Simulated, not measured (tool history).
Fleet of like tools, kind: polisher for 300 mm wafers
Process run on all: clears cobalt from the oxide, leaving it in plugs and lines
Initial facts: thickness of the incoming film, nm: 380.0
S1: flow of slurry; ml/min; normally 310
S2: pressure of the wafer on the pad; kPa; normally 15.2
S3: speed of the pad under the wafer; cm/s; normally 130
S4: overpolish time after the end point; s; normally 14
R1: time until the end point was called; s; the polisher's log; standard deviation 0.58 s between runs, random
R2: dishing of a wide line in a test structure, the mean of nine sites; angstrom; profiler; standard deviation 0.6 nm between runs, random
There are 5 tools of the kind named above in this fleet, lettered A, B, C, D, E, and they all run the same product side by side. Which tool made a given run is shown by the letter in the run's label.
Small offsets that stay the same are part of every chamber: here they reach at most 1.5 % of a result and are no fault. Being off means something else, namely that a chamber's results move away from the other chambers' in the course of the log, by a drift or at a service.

| run | day | S1 | S2 | S3 | S4 | R1 | R2 |
|---|---|---|---|---|---|---|---|
| 1D | 0.233 | 310 | 15.2 | 130 | 14 | 49.823 | 502.63 |
|  | 0.267 | chamber D: head pressure recalibrated |
| 2C | 0.450 | 310 | 15.2 | 130 | 14 | 49.493 | 522.70 |
| 3E | 0.629 | 310 | 15.2 | 130 | 14 | 51.201 | 506.79 |
| 4A | 0.858 | 310 | 15.2 | 130 | 14 | 49.126 | 508.20 |
| 5B | 1.058 | 310 | 15.2 | 130 | 14 | 50.403 | 503.64 |
| 6B | 1.242 | 310 | 15.2 | 130 | 14 | 50.077 | 508.99 |
|  | 1.250 | chamber C: worn pad replaced by a new one |
| 7C | 1.600 | 310 | 15.2 | 130 | 14 | 49.551 | 504.88 |
| 8E | 1.862 | 310 | 15.2 | 130 | 14 | 50.296 | 512.11 |
|  | 1.917 | chamber E: worn pad replaced by a new one |
|  | 2.175 | chamber D: worn pad replaced by a new one |
| 9D | 2.233 | 310 | 15.2 | 130 | 14 | 49.797 | 497.25 |
|  | 2.404 | chamber A: worn pad replaced by a new one |
| 10A | 2.442 | 310 | 15.2 | 130 | 14 | 48.811 | 507.16 |
|  | 2.638 | chamber B: worn pad replaced by a new one |
| 11D | 2.658 | 310 | 15.2 | 130 | 14 | 50.678 | 502.16 |
|  | 2.758 | chamber C: slurry nozzle cleaned |
| 12C | 2.946 | 310 | 15.2 | 130 | 14 | 50.163 | 511.08 |
| 13A | 3.238 | 310 | 15.2 | 130 | 14 | 50.815 | 517.78 |
| 14E | 3.462 | 310 | 15.2 | 152 | 14 | 43.653 | 545.55 |
| 15B | 3.804 | 310 | 15.2 | 152 | 14 | 43.595 | 534.17 |
|  | 3.942 | chamber E: head pressure recalibrated |
| 16D | 4.021 | 310 | 15.2 | 152 | 14 | 42.751 | 525.53 |
|  | 4.171 | chamber C: worn pad replaced by a new one |
| 17C | 4.200 | 310 | 15.2 | 152 | 14 | 42.441 | 534.89 |
| 18A | 4.433 | 310 | 15.2 | 152 | 14 | 42.529 | 541.07 |
| 19E | 4.746 | 310 | 15.2 | 130 | 14 | 51.679 | 512.49 |
| 20B | 5.133 | 310 | 15.2 | 130 | 14 | 50.593 | 513.01 |
| 21C | 5.400 | 265 | 12.4 | 130 | 14 | 62.118 | 458.68 |
|  | 5.500 | chamber A: worn pad replaced by a new one |
| 22D | 5.792 | 265 | 12.4 | 130 | 14 | 62.554 | 465.44 |
|  | 6.054 | chamber D: worn pad replaced by a new one |
| 23E | 6.092 | 265 | 12.4 | 130 | 14 | 62.096 | 460.58 |
| 24A | 6.479 | 265 | 12.4 | 130 | 14 | 64.636 | 462.53 |
|  | 6.496 | chamber C: worn pad replaced by a new one |
|  | 6.567 | chamber E: worn pad replaced by a new one |
| 25B | 6.862 | 265 | 12.4 | 130 | 14 | 62.044 | 469.71 |
| 26C | 7.196 | 310 | 15.2 | 130 | 14 | 50.179 | 526.20 |
|  | 7.433 | chamber B: worn pad replaced by a new one |
| 27D | 7.475 | 310 | 15.2 | 130 | 14 | 49.989 | 503.81 |
| 28B | 7.858 | 310 | 15.2 | 116 | 9 | 55.301 | 381.67 |
| 29E | 8.254 | 310 | 15.2 | 116 | 9 | 55.938 | 387.69 |
| 30A | 8.617 | 310 | 15.2 | 116 | 9 | 60.241 | 378.63 |
|  | 8.792 | chamber A: worn pad replaced by a new one |
| 31E | 8.971 | 310 | 15.2 | 116 | 9 | 57.202 | 390.41 |
|  | 9.288 | chamber C: worn pad replaced by a new one |
| 32C | 9.304 | 310 | 15.2 | 116 | 9 | 56.645 | 386.95 |
|  | 9.371 | chamber E: slurry nozzle cleaned |
| 33D | 9.479 | 310 | 15.2 | 130 | 14 | 49.062 | 506.68 |
| 34A | 9.671 | 310 | 15.2 | 130 | 14 | 54.279 | 486.99 |
|  | 9.804 | chamber D: slurry nozzle cleaned |
| 35B | 9.854 | 310 | 15.2 | 130 | 14 | 49.606 | 497.67 |
|  | 9.983 | chamber D: worn pad replaced by a new one |
| 36B | 10.071 | 310 | 15.2 | 130 | 14 | 49.978 | 506.15 |
|  | 10.338 | chamber A: slurry nozzle cleaned |
| 37D | 10.408 | 310 | 15.2 | 130 | 14 | 50.036 | 508.86 |
| 38C | 10.679 | 310 | 15.2 | 130 | 14 | 50.057 | 508.06 |
| 39E | 10.975 | 310 | 17.9 | 98 | 14 | 57.232 | 495.62 |
| 40A | 11.254 | 310 | 17.9 | 98 | 14 | 61.745 | 452.67 |
| 41B | 11.646 | 310 | 17.9 | 98 | 14 | 55.490 | 477.52 |
|  | 11.679 | chamber E: worn pad replaced by a new one |
| 42E | 11.908 | 310 | 17.9 | 98 | 14 | 56.550 | 489.95 |
| 43A | 12.142 | 310 | 17.9 | 98 | 14 | 62.826 | 448.80 |
| 44D | 12.417 | 310 | 15.2 | 130 | 14 | 50.464 | 506.87 |

Each of the 5 chambers runs these same settings next. Fill in every chamber's results:
| 45A | 12.700 | 310 | 15.2 | 130 | 14 | ? | ? |
| 45B | 12.700 | 310 | 15.2 | 130 | 14 | ? | ? |
| 45C | 12.700 | 310 | 15.2 | 130 | 14 | ? | ? |
| 45D | 12.700 | 310 | 15.2 | 130 | 14 | ? | ? |
| 45E | 12.700 | 310 | 15.2 | 130 | 14 | ? | ? |

| run | R1 | R2 |
|---|---|---|
| 45A | 55.709 | 486.36 |
| 45B | 50.567 | 496.18 |
| 45C | 49.868 | 516.37 |
| 45D | 50.421 | 500.04 |
| 45E | 50.431 | 514.92 |
